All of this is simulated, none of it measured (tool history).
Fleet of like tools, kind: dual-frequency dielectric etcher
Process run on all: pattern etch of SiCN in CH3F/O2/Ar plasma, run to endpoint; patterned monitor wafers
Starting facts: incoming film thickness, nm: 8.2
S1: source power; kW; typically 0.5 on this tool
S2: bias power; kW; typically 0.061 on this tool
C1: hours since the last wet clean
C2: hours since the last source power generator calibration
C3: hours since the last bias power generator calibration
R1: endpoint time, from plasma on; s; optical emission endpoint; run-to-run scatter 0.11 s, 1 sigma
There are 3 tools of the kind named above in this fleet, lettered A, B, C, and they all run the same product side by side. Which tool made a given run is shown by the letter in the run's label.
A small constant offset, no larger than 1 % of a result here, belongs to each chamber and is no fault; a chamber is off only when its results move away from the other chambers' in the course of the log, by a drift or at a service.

Run 1B, day 0.312: usual settings; C1 373.4; C2 2086.5; C3 998.4. Result: R1 21.348 s.
Run 2C, day 0.679: usual settings; C1 336.5; C2 1819.2; C3 1533.5. Result: R1 21.081 s.
Run 3A, day 1: usual settings; C1 388; C2 2774; C3 578.1. Result: R1 20.936 s.
Run 4B, day 1.254: usual settings; C1 396; C2 2109.1; C3 1021. Result: R1 21.444 s.
Run 5C, day 1.529: usual settings; C1 356.9; C2 1839.6; C3 1553.9. Result: R1 21.225 s.
Run 6A, day 1.854: usual settings; C1 408.5; C2 2794.5; C3 598.6. Result: R1 21.12 s.
Run 7B, day 2.062: usual settings; C1 415.4; C2 2128.5; C3 1040.4. Result: R1 21.387 s.
Run 8C, day 2.425: usual settings; C1 378.4; C2 1861.1; C3 1575.4. Result: R1 21.338 s.
Run 9A, day 2.721: usual settings; C1 429.3; C2 2815.3; C3 619.4. Result: R1 21.138 s.
At day 2.896: chamber C: wet clean of the chamber.
Run 10A, day 3.033: usual settings; C1 436.8; C2 2822.8; C3 626.9. Result: R1 21.129 s.
At day 3.138: chamber B: wet clean of the chamber.
Run 11C, day 3.408: usual settings; C1 12.3; C2 1884.7; C3 1599. Result: R1 22.315 s.
Run 12B, day 3.642: usual settings; C1 12.2; C2 2166.4; C3 1078.3. Result: R1 21.392 s.
Run 13C, day 4.025: usual settings; C1 27.1; C2 1899.5; C3 1613.8. Result: R1 22.249 s.
Run 14B, day 4.233: usual settings but S1 0.43 kW; C1 26.4; C2 2180.6; C3 1092.5. Result: R1 22.605 s.
Run 15A, day 4.588: usual settings but S1 0.43 kW; C1 474.1; C2 2860.1; C3 664.2. Result: R1 22.485 s.
Run 16A, day 4.962: usual settings but S1 0.43 kW; C1 483.1; C2 2869.1; C3 673.2. Result: R1 22.166 s.
Run 17C, day 5.288: usual settings; C1 57.4; C2 1929.8; C3 1644.1. Result: R1 22.244 s.
Run 18B, day 5.5: usual settings; C1 56.8; C2 2211; C3 1122.9. Result: R1 21.455 s.
Run 19C, day 5.717: usual settings; C1 67.7; C2 1940.1; C3 1654.4. Result: R1 22.123 s.
Run 20A, day 6.125: usual settings but S2 0.052 kW; C1 511; C2 2897; C3 701.1. Result: R1 22.193 s.
At day 6.362: chamber A: wet clean of the chamber.
Run 21B, day 6.371: usual settings but S2 0.052 kW; C1 77.7; C2 2231.9; C3 1143.8. Result: R1 22.771 s.
Run 22A, day 6.662: usual settings but S2 0.052 kW; C1 7.2; C2 2909.9; C3 714. Result: R1 22.343 s.

All chambers now run identical settings, listed one chamber a line with results as question marks. What results will each chamber show?
Run 23A, day 6.958: usual settings. Result: R1 ?.
Run 23B, day 6.958: usual settings. Result: R1 ?.
Run 23C, day 6.958: usual settings. Result: R1 ?.

run      R1
23A  21.261
23B  21.359
23C  22.262

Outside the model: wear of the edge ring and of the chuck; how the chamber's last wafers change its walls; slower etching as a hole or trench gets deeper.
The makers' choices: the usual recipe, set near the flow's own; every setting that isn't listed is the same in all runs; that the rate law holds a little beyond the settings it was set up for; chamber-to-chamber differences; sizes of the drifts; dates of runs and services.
